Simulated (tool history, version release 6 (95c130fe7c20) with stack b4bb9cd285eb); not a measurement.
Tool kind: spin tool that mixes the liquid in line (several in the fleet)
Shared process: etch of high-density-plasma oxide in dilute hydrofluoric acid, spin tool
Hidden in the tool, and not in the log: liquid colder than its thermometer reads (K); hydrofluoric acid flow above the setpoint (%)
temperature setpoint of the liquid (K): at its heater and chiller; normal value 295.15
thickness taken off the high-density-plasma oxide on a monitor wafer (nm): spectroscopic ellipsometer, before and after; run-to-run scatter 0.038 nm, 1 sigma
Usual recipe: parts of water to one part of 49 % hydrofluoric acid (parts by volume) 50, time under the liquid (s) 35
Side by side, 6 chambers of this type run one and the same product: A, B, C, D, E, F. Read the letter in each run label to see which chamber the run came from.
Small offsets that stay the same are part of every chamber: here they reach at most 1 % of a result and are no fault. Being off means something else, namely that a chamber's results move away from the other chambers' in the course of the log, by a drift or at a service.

| run | hour | temperature setpoint of the liquid (K) | parts of water to one part of 49 % hydrofluoric acid (parts by volume) | time under the liquid (s) | hours since the thermometer was replaced | hours since the hydrofluoric acid flow meter was replaced | read-back film thickness of the high-density-plasma oxide reference wafer, read on the same gauge (nm) | thickness taken off the high-density-plasma oxide on a monitor wafer (nm) |
|---|---|---|---|---|---|---|---|---|
| 1F | 2.3 | 295.15 | 50 | 35 | 2508.7 | 355.9 | 50.021 | 4.1636 |
| 2B | 5.5 | 295.15 | 50 | 35 | 590.7 | 474.0 | 49.967 | 4.1064 |
| 3A | 8.7 | 295.15 | 50 | 35 | 2376.6 | 503.4 | 50.020 | 4.0753 |
| 4C | 11.2 | 295.15 | 50 | 35 | 1140.4 | 588.5 | 49.992 | 4.0647 |
| 5E | 13.4 | 292.65 | 50 | 15 | 763.3 | 395.3 | 50.000 | 1.5727 |
| 6D | 18.1 | 292.65 | 50 | 15 | 2054.0 | 66.1 | 50.021 | 1.5850 |
| 7B | 22.0 | 292.65 | 50 | 15 | 607.2 | 490.5 | 50.001 | 1.6099 |
| 8C | 26.7 | 292.65 | 50 | 15 | 1155.9 | 604.0 | 49.989 | 1.5968 |
| 9E | 30.1 | 292.65 | 50 | 15 | 780.0 | 412.0 | 49.995 | 1.5931 |
| 10D | 33.4 | 292.65 | 50 | 15 | 2069.3 | 81.4 | 50.030 | 1.6223 |
| 11F | 37.1 | 295.15 | 50 | 35 | 2543.5 | 390.7 | 49.966 | 4.1690 |
| 12A | 39.2 | 295.15 | 50 | 35 | 2407.1 | 533.9 | 49.990 | 4.0766 |
| 13D | 44.0 | 295.15 | 50 | 35 | 2079.9 | 92.0 | 50.007 | 4.1475 |
| 14A | 46.5 | 295.15 | 50 | 35 | 2414.4 | 541.2 | 49.996 | 4.1279 |
| 15E | 50.2 | 295.15 | 50 | 35 | 800.1 | 432.1 | 49.982 | 4.0997 |
| 16F | 55.0 | 295.15 | 50 | 35 | 2561.4 | 408.6 | 49.990 | 4.2025 |
| 17B | 57.9 | 295.15 | 50 | 35 | 643.1 | 526.4 | 50.000 | 4.2958 |
| 18C | 60.1 | 295.15 | 50 | 35 | 1189.3 | 637.4 | 49.994 | 4.1154 |
| 19C | 63.7 | 295.15 | 50 | 35 | 1192.9 | 641.0 | 50.013 | 4.1133 |
| 20F | 67.3 | 295.15 | 50 | 35 | 2573.7 | 420.9 | 49.972 | 4.1049 |
| 21A | 71.9 | 295.15 | 50 | 35 | 2439.8 | 566.6 | 49.984 | 4.1444 |
| 22B | 75.8 | 295.15 | 50 | 35 | 661.0 | 544.3 | 49.971 | 4.4285 |
| 23E | 80.3 | 295.15 | 50 | 35 | 830.2 | 462.2 | 50.021 | 4.0408 |
| 24D | 84.8 | 295.15 | 50 | 35 | 2120.7 | 132.8 | 50.019 | 4.1859 |
| 25F | 88.5 | 295.15 | 50 | 35 | 2594.9 | 442.1 | 49.979 | 4.1265 |
| 26D | 91.6 | 295.15 | 50 | 35 | 2127.5 | 139.6 | 50.010 | 4.2293 |
| 27E | 94.6 | 295.15 | 50 | 35 | 844.5 | 476.5 | 49.992 | 4.1391 |
| 28A | 97.4 | 295.15 | 50 | 35 | 2465.3 | 592.1 | 49.964 | 4.1430 |
| 29C | 99.6 | 295.15 | 50 | 35 | 1228.8 | 676.9 | 50.048 | 4.0480 |
| 30B | 101.9 | 295.15 | 50 | 35 | 687.1 | 570.4 | 50.022 | 4.4212 |
| 31E | 106.1 | 295.15 | 50 | 35 | 856.0 | 488.0 | 49.999 | 4.1438 |
| 32C | 108.6 | 295.15 | 50 | 35 | 1237.8 | 685.9 | 50.024 | 4.1280 |
| 33A | 112.6 | 295.15 | 50 | 35 | 2480.5 | 607.3 | 50.006 | 4.1334 |
| 34F | 116.7 | 295.15 | 50 | 35 | 2623.1 | 470.3 | 50.024 | 4.1474 |
| 35D | 119.3 | 295.15 | 50 | 35 | 2155.2 | 167.3 | 50.010 | 4.0693 |
| 36B | 121.7 | 295.15 | 50 | 35 | 706.9 | 590.2 | 50.005 | 4.5162 |
| 37A | 124.1 | 295.15 | 50 | 35 | 2492.0 | 618.8 | 50.025 | 4.1294 |
| 38E | 126.9 | 295.15 | 50 | 35 | 876.8 | 508.8 | 50.005 | 4.1141 |
| 39B | 131.3 | 295.15 | 50 | 35 | 716.5 | 599.8 | 50.012 | 4.5838 |

All chambers now run identical settings, listed one chamber a line with results as question marks. What results will each chamber show?
| 40A | 134.8 | 295.15 | 65 | 35 |  |  |  | ? |
| 40B | 134.8 | 295.15 | 65 | 35 |  |  |  | ? |
| 40C | 134.8 | 295.15 | 65 | 35 |  |  |  | ? |
| 40D | 134.8 | 295.15 | 65 | 35 |  |  |  | ? |
| 40E | 134.8 | 295.15 | 65 | 35 |  |  |  | ? |
| 40F | 134.8 | 295.15 | 65 | 35 |  |  |  | ? |

| run | thickness taken off the high-density-plasma oxide on a monitor wafer (nm) |
|---|---|
| 40A | 3.0799 |
| 40B | 3.4984 |
| 40C | 3.0871 |
| 40D | 3.1989 |
| 40E | 3.1180 |
| 40F | 3.1444 |
